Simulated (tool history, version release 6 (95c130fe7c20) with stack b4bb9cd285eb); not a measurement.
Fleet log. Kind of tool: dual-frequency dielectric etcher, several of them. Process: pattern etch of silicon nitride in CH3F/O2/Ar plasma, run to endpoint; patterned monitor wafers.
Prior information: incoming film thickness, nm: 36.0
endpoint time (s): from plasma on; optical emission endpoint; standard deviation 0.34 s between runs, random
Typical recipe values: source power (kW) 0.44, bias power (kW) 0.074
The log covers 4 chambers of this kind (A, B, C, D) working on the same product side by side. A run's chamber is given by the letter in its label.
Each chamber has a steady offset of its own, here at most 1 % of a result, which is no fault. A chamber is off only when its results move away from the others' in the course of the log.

run,day,source power (kW),bias power (kW),endpoint time (s)
1A,0.462,0.44,0.074,49.578
2D,0.708,0.44,0.074,49.965
# day 0.975: chamber C: wet clean of the chamber
3B,1.029,0.44,0.074,49.402
4C,1.508,0.44,0.074,50.706
5C,1.988,0.44,0.074,50.138
6D,2.217,0.44,0.074,50.217
7A,2.7,0.44,0.074,49.463
# day 3.079: chamber B: wet clean of the chamber
8B,3.104,0.44,0.074,48.736
# day 3.371: chamber D: bias power generator calibrated
9A,3.4,0.44,0.074,49.32
10C,3.688,0.37,0.085,50.585
11B,4.004,0.37,0.085,50.74
12D,4.267,0.37,0.085,50.801
13C,4.646,0.37,0.085,50.869
14D,4.938,0.55,0.074,44.967
15A,5.35,0.55,0.074,45.21
16B,5.817,0.55,0.074,45.546
17A,6.183,0.55,0.074,45.416
18D,6.508,0.44,0.057,54.361
19B,6.983,0.44,0.057,53.655
20C,7.317,0.44,0.057,54.189
21B,7.633,0.44,0.057,53.837
22A,7.962,0.44,0.062,52.541
23D,8.375,0.44,0.062,53.513
24C,8.833,0.44,0.062,53.583
25A,9.262,0.44,0.062,52.729
26B,9.592,0.44,0.074,49.457
27C,10.008,0.44,0.074,50.234
# day 10.308: chamber D: wet clean of the chamber
28D,10.312,0.44,0.074,49.563
29D,10.554,0.44,0.074,50.163
30B,10.879,0.44,0.074,49.298
31A,11.112,0.44,0.074,49.087
32C,11.362,0.44,0.074,50.207

Each of the 4 chambers runs these same settings next. Fill in every chamber's results:
33A,11.712,0.44,0.074,?
33B,11.712,0.44,0.074,?
33C,11.712,0.44,0.074,?
33D,11.712,0.44,0.074,?

run,endpoint time (s)
33A,48.883
33B,49.961
33C,50.123
33D,49.261

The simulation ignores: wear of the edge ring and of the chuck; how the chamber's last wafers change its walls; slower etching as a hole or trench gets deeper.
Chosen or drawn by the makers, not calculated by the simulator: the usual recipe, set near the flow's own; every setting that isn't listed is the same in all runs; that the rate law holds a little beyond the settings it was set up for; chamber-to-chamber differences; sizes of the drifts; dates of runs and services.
